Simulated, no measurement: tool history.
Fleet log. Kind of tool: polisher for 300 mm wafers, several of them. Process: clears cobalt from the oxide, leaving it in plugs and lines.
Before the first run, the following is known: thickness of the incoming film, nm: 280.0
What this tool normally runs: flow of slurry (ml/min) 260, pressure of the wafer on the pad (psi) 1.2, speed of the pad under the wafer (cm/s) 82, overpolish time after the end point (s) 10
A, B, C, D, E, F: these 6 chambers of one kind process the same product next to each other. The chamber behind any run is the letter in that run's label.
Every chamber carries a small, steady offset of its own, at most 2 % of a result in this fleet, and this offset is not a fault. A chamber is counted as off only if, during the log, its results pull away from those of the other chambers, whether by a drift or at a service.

run,day,flow of slurry (ml/min),pressure of the wafer on the pad (psi),speed of the pad under the wafer (cm/s),overpolish time after the end point (s),time until the end point was called (s),dishing of a wide line in a test structure (Å)
# day 0.012: chamber D: worn pad replaced by a new one
1E,0.575,260,1.2,82,10,102.34,208.940
2A,1.088,260,1.2,82,10,105.25,204.570
# day 1.258: chamber F: slurry nozzle cleaned
3B,1.558,260,1.2,82,10,106.44,205.080
# day 1.588: chamber B: worn pad replaced by a new one
4D,2.067,260,1.2,82,10,107.04,204.360
# day 2.442: chamber E: head pressure recalibrated
5F,2.446,260,1.2,82,10,106.55,207.600
# day 2.579: chamber E: worn pad replaced by a new one
# day 2.646: chamber A: worn pad replaced by a new one
# day 2.667: chamber C: worn pad replaced by a new one
6C,2.712,260,1.2,82,10,106.13,206.730
7B,3.021,260,1.2,82,10,103.54,209.030
# day 3.350: chamber F: worn pad replaced by a new one
8C,3.592,260,1.2,82,4,105.97,95.622
9A,4.062,260,1.2,82,4,108.91,94.074
# day 4.250: chamber D: worn pad replaced by a new one
10E,4.575,260,1.2,82,4,105.64,95.549
# day 4.617: chamber A: slurry nozzle cleaned
11F,5.133,260,1.2,82,4,105.03,93.664
12D,5.612,260,1.2,82,4,107.45,93.771
# day 5.858: chamber B: worn pad replaced by a new one
# day 6.058: chamber C: worn pad replaced by a new one
13E,6.175,260,1.2,82,4,105.79,96.098
# day 6.488: chamber A: worn pad replaced by a new one
14C,6.533,260,1.2,82,10,105.19,210.140
15F,6.929,260,1.2,82,10,104.30,205.490
# day 7.221: chamber F: worn pad replaced by a new one
16B,7.408,260,1.2,82,10,104.78,212.780
17D,7.746,260,1.2,82,10,107.25,209.810
# day 7.850: chamber C: slurry nozzle cleaned
18A,8.058,260,1.2,82,10,107.03,205.040
# day 8.304: chamber D: worn pad replaced by a new one
19A,8.425,260,1.2,82,10,107.89,204.550
# day 8.438: chamber E: worn pad replaced by a new one
# day 8.592: chamber A: head pressure recalibrated
20D,8.729,260,1.2,82,15,108.79,280.710
# day 8.929: chamber E: slurry nozzle cleaned
21E,9.054,260,1.2,82,15,102.54,284.020
22C,9.608,260,1.2,82,15,107.41,280.970
# day 9.858: chamber B: worn pad replaced by a new one
23F,9.867,260,1.2,82,15,106.97,283.470
24B,10.162,260,1.2,82,15,105.37,284.900
# day 10.171: chamber C: worn pad replaced by a new one
# day 10.317: chamber A: worn pad replaced by a new one
25B,10.575,260,1.2,82,15,105.83,277.740
# day 11.012: chamber F: worn pad replaced by a new one
26A,11.162,295,0.9,82,10,137.92,164.840
27E,11.525,295,0.9,82,10,138.82,169.710
28F,12.067,295,0.9,82,10,142.22,164.980
# day 12.592: chamber D: worn pad replaced by a new one
29C,12.629,295,0.9,82,10,143.16,166.580
# day 12.954: chamber B: slurry nozzle cleaned
30D,13.033,295,0.9,82,10,140.26,167.170
31A,13.525,295,0.9,82,10,136.58,165.690
32E,14.038,260,1.2,82,10,103.93,212.980
# day 14.146: chamber B: worn pad replaced by a new one
# day 14.333: chamber E: worn pad replaced by a new one
# day 14.375: chamber C: worn pad replaced by a new one
# day 14.392: chamber A: worn pad replaced by a new one
# day 14.546: chamber F: slurry nozzle cleaned
33D,14.596,260,1.2,82,10,110.32,205.960
34C,14.954,260,1.2,82,10,104.00,205.400
35F,15.317,260,1.2,82,10,107.64,211.440
# day 15.375: chamber F: worn pad replaced by a new one
36B,15.842,260,1.2,82,10,106.25,210.740
# day 16.229: chamber D: worn pad replaced by a new one
37F,16.342,260,1.2,82,10,105.62,205.810
# day 16.592: chamber D: slurry nozzle cleaned
38B,16.892,260,1.2,82,10,106.34,208.020
39D,17.388,260,1.2,82,10,105.98,200.990
40A,17.858,260,1.2,82,10,107.76,211.870
# day 18.125: chamber C: worn pad replaced by a new one
41E,18.212,260,1.2,82,10,105.31,208.640
42C,18.771,260,1.2,82,10,106.10,204.720

Each of the 6 chambers runs these same settings next. Fill in every chamber's results:
43A,19.188,260,1.2,82,13,?,?
43B,19.188,260,1.2,82,13,?,?
43C,19.188,260,1.2,82,13,?,?
43D,19.188,260,1.2,82,13,?,?
43E,19.188,260,1.2,82,13,?,?
43F,19.188,260,1.2,82,13,?,?

run,time until the end point was called (s),dishing of a wide line in a test structure (Å)
43A,103.73,254.060
43B,104.69,255.630
43C,105.36,251.590
43D,106.70,249.320
43E,104.86,257.420
43F,107.93,249.420
